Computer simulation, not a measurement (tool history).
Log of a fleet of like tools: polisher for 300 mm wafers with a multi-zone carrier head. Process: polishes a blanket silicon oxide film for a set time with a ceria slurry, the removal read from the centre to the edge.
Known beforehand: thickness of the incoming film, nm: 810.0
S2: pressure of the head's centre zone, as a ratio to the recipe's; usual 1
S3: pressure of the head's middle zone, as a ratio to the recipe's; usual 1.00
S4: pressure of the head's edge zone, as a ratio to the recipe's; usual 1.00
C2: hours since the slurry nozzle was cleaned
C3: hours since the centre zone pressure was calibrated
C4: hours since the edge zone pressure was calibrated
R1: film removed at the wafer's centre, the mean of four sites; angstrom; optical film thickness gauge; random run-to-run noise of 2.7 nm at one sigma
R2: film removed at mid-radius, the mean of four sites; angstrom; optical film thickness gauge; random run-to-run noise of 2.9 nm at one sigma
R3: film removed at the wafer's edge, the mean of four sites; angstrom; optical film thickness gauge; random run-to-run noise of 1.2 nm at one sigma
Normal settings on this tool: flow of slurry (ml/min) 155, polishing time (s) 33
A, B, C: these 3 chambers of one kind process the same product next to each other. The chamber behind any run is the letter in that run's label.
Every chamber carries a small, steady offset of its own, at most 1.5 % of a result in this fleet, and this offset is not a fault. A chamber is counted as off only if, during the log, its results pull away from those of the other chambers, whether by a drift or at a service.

{"run": "1C", "hour": 5.8, "flow of slurry (ml/min)": 155, "S2": 1, "S3": 1.0, "S4": 1.0, "polishing time (s)": 33, "wafers polished on this pad": 200, "C2": 292.9, "C3": 258.9, "C4": 161.2, "R1": 1981.9, "R2": 1997.2, "R3": 1978.8}
{"run": "2A", "hour": 10.9, "flow of slurry (ml/min)": 155, "S2": 1, "S3": 1.0, "S4": 1.0, "polishing time (s)": 33, "wafers polished on this pad": 768, "C2": 340.0, "C3": 811.5, "C4": 274.4, "R1": 1978.6, "R2": 2026.7, "R3": 1988.6}
{"hour": 13.2, "done": "chamber C: slurry nozzle cleaned"}
{"run": "3B", "hour": 17.3, "flow of slurry (ml/min)": 155, "S2": 1, "S3": 1.0, "S4": 1.0, "polishing time (s)": 33, "wafers polished on this pad": 412, "C2": 284.7, "C3": 738.8, "C4": 196.4, "R1": 2021.6, "R2": 2029.9, "R3": 2003.1}
{"run": "4A", "hour": 22.4, "flow of slurry (ml/min)": 155, "S2": 1, "S3": 1.0, "S4": 1.0, "polishing time (s)": 33, "wafers polished on this pad": 851, "C2": 351.5, "C3": 823.0, "C4": 285.9, "R1": 1994.5, "R2": 2057.2, "R3": 1988.0}
{"run": "5B", "hour": 25.9, "flow of slurry (ml/min)": 155, "S2": 1, "S3": 1.0, "S4": 1.0, "polishing time (s)": 38, "wafers polished on this pad": 474, "C2": 293.3, "C3": 747.4, "C4": 205.0, "R1": 2327.5, "R2": 2279.7, "R3": 2359.7}
{"run": "6C", "hour": 29.5, "flow of slurry (ml/min)": 155, "S2": 1, "S3": 1.0, "S4": 1.0, "polishing time (s)": 38, "wafers polished on this pad": 371, "C2": 16.3, "C3": 282.6, "C4": 184.9, "R1": 2371.3, "R2": 2300.2, "R3": 2295.1}
{"run": "7A", "hour": 33.8, "flow of slurry (ml/min)": 155, "S2": 1, "S3": 1.0, "S4": 1.0, "polishing time (s)": 38, "wafers polished on this pad": 934, "C2": 362.9, "C3": 834.4, "C4": 297.3, "R1": 2283.2, "R2": 2287.6, "R3": 2283.0}
{"run": "8B", "hour": 39.3, "flow of slurry (ml/min)": 155, "S2": 1, "S3": 1.0, "S4": 1.0, "polishing time (s)": 33, "wafers polished on this pad": 571, "C2": 306.7, "C3": 760.8, "C4": 218.4, "R1": 2007.3, "R2": 1987.9, "R3": 2039.9}
{"run": "9C", "hour": 42.2, "flow of slurry (ml/min)": 155, "S2": 1, "S3": 1.0, "S4": 1.0, "polishing time (s)": 33, "wafers polished on this pad": 463, "C2": 29.0, "C3": 295.3, "C4": 197.6, "R1": 2031.0, "R2": 1999.9, "R3": 1992.5}
{"run": "10C", "hour": 48.3, "flow of slurry (ml/min)": 120, "S2": 1, "S3": 1.0, "S4": 1.05, "polishing time (s)": 33, "wafers polished on this pad": 507, "C2": 35.1, "C3": 301.4, "C4": 203.7, "R1": 1877.4, "R2": 1962.9, "R3": 1975.9}
{"run": "11A", "hour": 51.4, "flow of slurry (ml/min)": 120, "S2": 1, "S3": 1.0, "S4": 1.05, "polishing time (s)": 33, "wafers polished on this pad": 1061, "C2": 380.5, "C3": 852.0, "C4": 314.9, "R1": 1819.0, "R2": 1816.0, "R3": 1916.5}
{"hour": 52.6, "done": "chamber A: worn pad replaced by a new one"}
{"run": "12B", "hour": 54.6, "flow of slurry (ml/min)": 120, "S2": 1, "S3": 1.0, "S4": 1.05, "polishing time (s)": 33, "wafers polished on this pad": 682, "C2": 322.0, "C3": 776.1, "C4": 233.7, "R1": 1872.4, "R2": 1933.7, "R3": 1979.4}
{"run": "13A", "hour": 60.7, "flow of slurry (ml/min)": 155, "S2": 1, "S3": 1.0, "S4": 0.96, "polishing time (s)": 33, "wafers polished on this pad": 58, "C2": 389.8, "C3": 861.3, "C4": 324.2, "R1": 1925.2, "R2": 1952.5, "R3": 1950.9}
{"run": "14B", "hour": 67.1, "flow of slurry (ml/min)": 155, "S2": 1, "S3": 1.0, "S4": 0.96, "polishing time (s)": 33, "wafers polished on this pad": 772, "C2": 334.5, "C3": 788.6, "C4": 246.2, "R1": 1968.4, "R2": 2000.2, "R3": 1969.9}
{"run": "15C", "hour": 70.6, "flow of slurry (ml/min)": 155, "S2": 1, "S3": 1.0, "S4": 0.96, "polishing time (s)": 33, "wafers polished on this pad": 668, "C2": 57.4, "C3": 323.7, "C4": 226.0, "R1": 2010.1, "R2": 2005.8, "R3": 1981.3}
{"run": "16B", "hour": 76.9, "flow of slurry (ml/min)": 155, "S2": 1, "S3": 0.9, "S4": 1.06, "polishing time (s)": 33, "wafers polished on this pad": 843, "C2": 344.3, "C3": 798.4, "C4": 256.0, "R1": 2016.4, "R2": 1856.1, "R3": 2085.3}
{"hour": 78.5, "done": "chamber B: worn pad replaced by a new one"}
{"run": "17A", "hour": 82.6, "flow of slurry (ml/min)": 155, "S2": 1, "S3": 0.9, "S4": 1.06, "polishing time (s)": 33, "wafers polished on this pad": 217, "C2": 411.7, "C3": 883.2, "C4": 346.1, "R1": 1888.8, "R2": 1760.0, "R3": 2010.1}
{"run": "18C", "hour": 88.6, "flow of slurry (ml/min)": 155, "S2": 1, "S3": 0.9, "S4": 1.06, "polishing time (s)": 33, "wafers polished on this pad": 798, "C2": 75.4, "C3": 341.7, "C4": 244.0, "R1": 2046.9, "R2": 1851.5, "R3": 2064.4}
{"run": "19B", "hour": 93.3, "flow of slurry (ml/min)": 155, "S2": 1, "S3": 1.0, "S4": 1.0, "polishing time (s)": 33, "wafers polished on this pad": 107, "C2": 360.7, "C3": 814.8, "C4": 272.4, "R1": 2003.5, "R2": 2009.8, "R3": 2001.5}
{"run": "20A", "hour": 96.7, "flow of slurry (ml/min)": 155, "S2": 1, "S3": 1.11, "S4": 1.06, "polishing time (s)": 33, "wafers polished on this pad": 319, "C2": 425.8, "C3": 897.3, "C4": 360.2, "R1": 1929.9, "R2": 2107.5, "R3": 1986.6}
{"run": "21C", "hour": 100.1, "flow of slurry (ml/min)": 155, "S2": 1, "S3": 1.11, "S4": 1.06, "polishing time (s)": 33, "wafers polished on this pad": 882, "C2": 86.9, "C3": 353.2, "C4": 255.5, "R1": 2066.1, "R2": 2226.1, "R3": 2085.7}
{"hour": 101.4, "done": "chamber C: worn pad replaced by a new one"}
{"run": "22C", "hour": 106.0, "flow of slurry (ml/min)": 155, "S2": 1, "S3": 1.11, "S4": 1.06, "polishing time (s)": 33, "wafers polished on this pad": 33, "C2": 92.8, "C3": 359.1, "C4": 261.4, "R1": 2040.8, "R2": 2233.3, "R3": 2067.3}
{"run": "23A", "hour": 108.9, "flow of slurry (ml/min)": 155, "S2": 1, "S3": 1.0, "S4": 1.0, "polishing time (s)": 33, "wafers polished on this pad": 407, "C2": 438.0, "C3": 909.5, "C4": 372.4, "R1": 1877.5, "R2": 1877.1, "R3": 1902.7}

Does one chamber stand apart from the rest, does the shared gauge drift, or is all well apart from small per-chamber offsets? Give the chamber and the most likely cause, where there is one.

One chamber, A, drifts off from the rest bit by bit.
Most likely cause: slurry flow missing at the pad, % = 30.7.

Which of the 4 candidates below, each the usual settings with something changed and its results left as question marks, puts chamber A back in line with what the other chambers give on the usual settings?
In-line tolerance around the mean of the other chambers on the usual settings: R1 93.0 angstrom; R2 100.0 angstrom; R3 43.0 angstrom
{"run": "24A-1", "hour": 113.6, "flow of slurry (ml/min)": 150, "S2": 0.98, "S3": 0.99, "S4": 1.01, "polishing time (s)": 31, "R1": "?", "R2": "?", "R3": "?"}
{"run": "24A-2", "hour": 113.6, "flow of slurry (ml/min)": 155, "S2": 1.0, "S3": 0.99, "S4": 1.01, "polishing time (s)": 32, "R1": "?", "R2": "?", "R3": "?"}
{"run": "24A-3", "hour": 113.6, "flow of slurry (ml/min)": 155, "S2": 1.0, "S3": 1.01, "S4": 0.99, "polishing time (s)": 34, "R1": "?", "R2": "?", "R3": "?"}
{"run": "24A-4", "hour": 113.6, "flow of slurry (ml/min)": 160, "S2": 1.02, "S3": 1.01, "S4": 0.99, "polishing time (s)": 35, "R1": "?", "R2": "?", "R3": "?"}

The other chambers' mean on the usual settings: R1 2019.2 angstrom; R2 2004.3 angstrom; R3 2008.7 angstrom
run=24A-1 R1=1675.7 R2=1722.4 R3=1784.2
run=24A-2 R1=1785.8 R2=1792.9 R3=1852.4
run=24A-3 R1=1897.7 R2=1940.0 R3=1947.2
run=24A-4 R1=2014.7 R2=2012.8 R3=2015.4
24A-4 puts the chamber back in line with the other chambers.
